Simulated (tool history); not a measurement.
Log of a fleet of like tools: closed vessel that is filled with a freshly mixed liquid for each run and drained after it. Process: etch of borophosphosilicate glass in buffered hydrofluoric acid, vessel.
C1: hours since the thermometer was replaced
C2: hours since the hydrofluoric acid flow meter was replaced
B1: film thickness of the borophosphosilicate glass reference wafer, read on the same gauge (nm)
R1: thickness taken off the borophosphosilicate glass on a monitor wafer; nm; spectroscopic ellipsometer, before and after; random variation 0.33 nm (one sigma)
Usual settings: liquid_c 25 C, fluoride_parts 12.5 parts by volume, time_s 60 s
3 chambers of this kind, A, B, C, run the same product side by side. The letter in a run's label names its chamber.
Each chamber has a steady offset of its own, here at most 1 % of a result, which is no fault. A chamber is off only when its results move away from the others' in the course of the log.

run 1C hour=5.1 | liquid_c=25 fluoride_parts=12.5 time_s=60 | C1=878.1 C2=1772.7 | B1=129.99 | R1=63.328
run 2A hour=7.4 | liquid_c=25 fluoride_parts=12.5 time_s=60 | C1=1204.9 C2=1964 | B1=130.01 | R1=62.892
run 3B hour=11.9 | liquid_c=25 fluoride_parts=12.5 time_s=60 | C1=683.5 C2=238.5 | B1=130.02 | R1=63.534
run 4B hour=14.7 | liquid_c=25 fluoride_parts=12.5 time_s=60 | C1=686.3 C2=241.3 | B1=130.01 | R1=63.945
run 5C hour=18.6 | liquid_c=25 fluoride_parts=12.5 time_s=60 | C1=891.6 C2=1786.2 | B1=130 | R1=63.59
run 6A hour=22.2 | liquid_c=25 fluoride_parts=12.5 time_s=60 | C1=1219.7 C2=1978.8 | B1=130.03 | R1=63.04
run 7B hour=24.6 | liquid_c=25 fluoride_parts=12.5 time_s=60 | C1=696.2 C2=251.2 | B1=130 | R1=63.768
run 8C hour=28.4 | liquid_c=25 fluoride_parts=12.5 time_s=60 | C1=901.4 C2=1796 | B1=130.01 | R1=63.796
run 9A hour=31 | liquid_c=25 fluoride_parts=12.5 time_s=60 | C1=1228.5 C2=1987.6 | B1=129.99 | R1=63.329
run 10C hour=33.4 | liquid_c=25 fluoride_parts=12.5 time_s=60 | C1=906.4 C2=1801 | B1=129.99 | R1=63.359
run 11B hour=38.4 | liquid_c=23 fluoride_parts=8 time_s=60 | C1=710 C2=265 | B1=130 | R1=85.684
run 12A hour=42.2 | liquid_c=23 fluoride_parts=8 time_s=60 | C1=1239.7 C2=1998.8 | B1=130.01 | R1=86.888
run 13A hour=46.7 | liquid_c=23 fluoride_parts=8 time_s=60 | C1=1244.2 C2=2003.3 | B1=129.99 | R1=85.943
run 14B hour=50.6 | liquid_c=25 fluoride_parts=12.5 time_s=60 | C1=722.2 C2=277.2 | B1=129.99 | R1=63.284
run 15C hour=55.5 | liquid_c=25 fluoride_parts=12.5 time_s=60 | C1=928.5 C2=1823.1 | B1=129.99 | R1=64.334
run 16C hour=58.2 | liquid_c=25 fluoride_parts=12.5 time_s=60 | C1=931.2 C2=1825.8 | B1=129.99 | R1=63.927
run 17B hour=63.2 | liquid_c=25 fluoride_parts=12.5 time_s=60 | C1=734.8 C2=289.8 | B1=130.02 | R1=63.902
run 18A hour=67.6 | liquid_c=25 fluoride_parts=12.5 time_s=60 | C1=1265.1 C2=2024.2 | B1=130.02 | R1=63.169
run 19C hour=72.5 | liquid_c=25 fluoride_parts=12.5 time_s=60 | C1=945.5 C2=1840.1 | B1=129.99 | R1=64.244
run 20B hour=75.8 | liquid_c=25 fluoride_parts=12.5 time_s=60 | C1=747.4 C2=302.4 | B1=130 | R1=63.297
-- hour=78.6 chamber A: hydrofluoric acid flow meter replaced
run 21A hour=79.6 | liquid_c=25 fluoride_parts=12.5 time_s=60 | C1=1277.1 C2=1.1 | B1=130.01 | R1=63.248
run 22A hour=83.5 | liquid_c=25 fluoride_parts=12.5 time_s=60 | C1=1281 C2=5 | B1=130.01 | R1=63.305
run 23C hour=87.8 | liquid_c=25 fluoride_parts=12.5 time_s=60 | C1=960.8 C2=1855.4 | B1=130 | R1=65.265
run 24B hour=90.6 | liquid_c=25 fluoride_parts=12.5 time_s=60 | C1=762.2 C2=317.2 | B1=129.99 | R1=63.704
run 25A hour=95.7 | liquid_c=25 fluoride_parts=12.5 time_s=60 | C1=1293.2 C2=17.2 | B1=130 | R1=62.997
run 26B hour=100.8 | liquid_c=25 fluoride_parts=12.5 time_s=60 | C1=772.4 C2=327.4 | B1=129.99 | R1=63.417
run 27C hour=104.3 | liquid_c=28.5 fluoride_parts=12.5 time_s=90 | C1=977.3 C2=1871.9 | B1=130 | R1=118.15
run 28B hour=107.7 | liquid_c=28.5 fluoride_parts=12.5 time_s=90 | C1=779.3 C2=334.3 | B1=130 | R1=114.83
run 29A hour=111.6 | liquid_c=28.5 fluoride_parts=12.5 time_s=90 | C1=1309.1 C2=33.1 | B1=129.98 | R1=113.09
run 30C hour=114.7 | liquid_c=25 fluoride_parts=12.5 time_s=60 | C1=987.7 C2=1882.3 | B1=130 | R1=65.941
run 31B hour=118.7 | liquid_c=25 fluoride_parts=12.5 time_s=60 | C1=790.3 C2=345.3 | B1=130.01 | R1=63.632
run 32C hour=121.5 | liquid_c=25 fluoride_parts=12.5 time_s=60 | C1=994.5 C2=1889.1 | B1=129.98 | R1=65.914

What goes on in this fleet: one chamber off, a drifting gauge, or nothing beyond the chambers' own small offsets? Name the chamber and the cause, if any.

Chamber C drifts away from the others.
Cause: liquid hotter than its thermometer reads (K) = 1.02.
The log may not tell that from: hydrofluoric acid flow above the setpoint (%).

Here are 4 candidates for chamber C's next run, each the usual settings with a change, their results left as question marks. Which one brings its results back in line with what the others give on the usual settings?
In line means no further than this from the other chambers' mean on the usual settings: R1 1.2 nm
run 33C-1 hour=125.2 | liquid_c=24 fluoride_parts=12.5 time_s=60 | R1=?
run 33C-2 hour=125.2 | liquid_c=26 fluoride_parts=12.5 time_s=60 | R1=?
run 33C-3 hour=125.2 | liquid_c=25 fluoride_parts=11.5 time_s=60 | R1=?
run 33C-4 hour=125.2 | liquid_c=25 fluoride_parts=12.5 time_s=55 | R1=?

The other chambers' mean on the usual settings: R1 63.261 nm
run=33C-1 R1=63.329
run=33C-2 R1=70.344
run=33C-3 R1=72.516
run=33C-4 R1=61.209
33C-1 brings the chamber back in line.
